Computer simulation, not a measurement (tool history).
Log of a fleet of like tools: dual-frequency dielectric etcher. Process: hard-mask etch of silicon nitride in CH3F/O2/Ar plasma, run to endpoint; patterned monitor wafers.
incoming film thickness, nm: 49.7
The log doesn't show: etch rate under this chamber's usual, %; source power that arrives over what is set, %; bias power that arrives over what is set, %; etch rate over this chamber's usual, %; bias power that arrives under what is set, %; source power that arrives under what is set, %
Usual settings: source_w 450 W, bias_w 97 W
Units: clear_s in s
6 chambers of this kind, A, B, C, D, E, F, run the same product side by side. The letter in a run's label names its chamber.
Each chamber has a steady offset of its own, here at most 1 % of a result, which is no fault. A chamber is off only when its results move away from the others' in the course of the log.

run	hour	source_w	bias_w	hours since the last wet clean	hours since the last source power generator calibration	hours since the last bias power generator calibration	clear_s
# hour 6.8: chamber D: wet clean of the chamber
1A	9.2	450	97	158.3	1234.4	1587.8	61.717
2E	15.7	450	97	85.7	754.9	2885.1	63.232
3D	30.4	450	97	23.6	2236.5	529.7	62.734
4B	39.3	450	97	164.2	4258	2289.2	61.489
5C	49	450	97	254.1	2797.4	2464.8	61.857
6F	63.4	450	97	203.3	1671.9	424.4	61.389
7D	77.6	450	97	70.8	2283.7	576.9	62.367
8F	91.3	450	97	231.2	1699.8	452.3	60.956
9A	100.5	450	97	249.6	1325.7	1679.1	62.061
10C	107.3	360	97	312.4	2855.7	2523.1	67.28
11E	120.7	360	97	190.7	859.9	2990.1	67.466
12B	129	360	97	253.9	4347.7	2378.9	67.542
13E	136.5	360	97	206.5	875.7	3005.9	67.841
14A	146.6	360	97	295.7	1371.8	1725.2	67.871
15D	160.7	360	97	153.9	2366.8	660	67.58
16F	168.1	450	97	308	1776.6	529.1	61.428
17C	176.5	450	97	381.6	2924.9	2592.3	62.554
# hour 179.8: chamber A: bias power generator calibrated
18B	185.3	450	97	310.2	4404	2435.2	61.783
19C	197.9	450	97	403	2946.3	2613.7	62.947
20D	206.6	450	97	199.8	2412.7	705.9	62.49
21A	217	450	97	366.1	1442.2	37.3	61.896
22B	228.8	450	97	353.7	4447.5	2478.7	62.095
# hour 231.3: chamber A: wet clean of the chamber
23F	241.6	450	80	381.5	1850.1	602.6	66.23
# hour 254.2: chamber B: source power generator calibrated
24E	254.8	450	80	324.8	994	3124.2	66.967
25C	263.1	450	80	468.2	3011.5	2678.9	67.248
26E	275.4	450	80	345.4	1014.6	3144.8	67.218
27B	282.7	450	80	407.6	28.6	2532.6	66.189
28A	292.4	450	80	61.2	1517.6	112.7	66.165
# hour 298.5: chamber F: wet clean of the chamber
29D	306.5	450	97	299.7	2512.6	805.8	62.352
30F	320.5	450	97	22	1929	681.5	61.266
31E	331.7	450	97	401.7	1070.9	3201.1	62.917
32C	340.3	370	88	545.4	3088.7	2756.1	70.532
33B	348.6	370	88	473.5	94.5	2598.5	68.784
34A	360.2	370	88	129	1585.4	180.5	69.335
35F	367.3	370	88	68.8	1975.8	728.3	68.376
36D	379.5	370	88	372.7	2585.6	878.8	70.096
37B	390.4	370	88	515.3	136.3	2640.3	68.612
38E	398.6	450	97	468.6	1137.8	3268	61.944
39D	413.2	450	97	406.4	2619.3	912.5	62.369
40F	421.8	510	76	123.3	2030.3	782.8	63.836
41C	430.4	510	76	635.5	3178.8	2846.2	66.335
42A	443.5	510	76	212.3	1668.7	263.8	63.99
43B	452.3	510	76	577.2	198.2	2702.2	64.714
44F	462.9	510	76	164.4	2071.4	823.9	63.749

All 6 chambers run these settings next. Forecast each chamber's results:
45A	473.4	450	119				?
45B	473.4	450	119				?
45C	473.4	450	119				?
45D	473.4	450	119				?
45E	473.4	450	119				?
45F	473.4	450	119				?

run	clear_s
45A	57.293
45B	56.876
45C	59.679
45D	57.34
45E	57.871
45F	56.623

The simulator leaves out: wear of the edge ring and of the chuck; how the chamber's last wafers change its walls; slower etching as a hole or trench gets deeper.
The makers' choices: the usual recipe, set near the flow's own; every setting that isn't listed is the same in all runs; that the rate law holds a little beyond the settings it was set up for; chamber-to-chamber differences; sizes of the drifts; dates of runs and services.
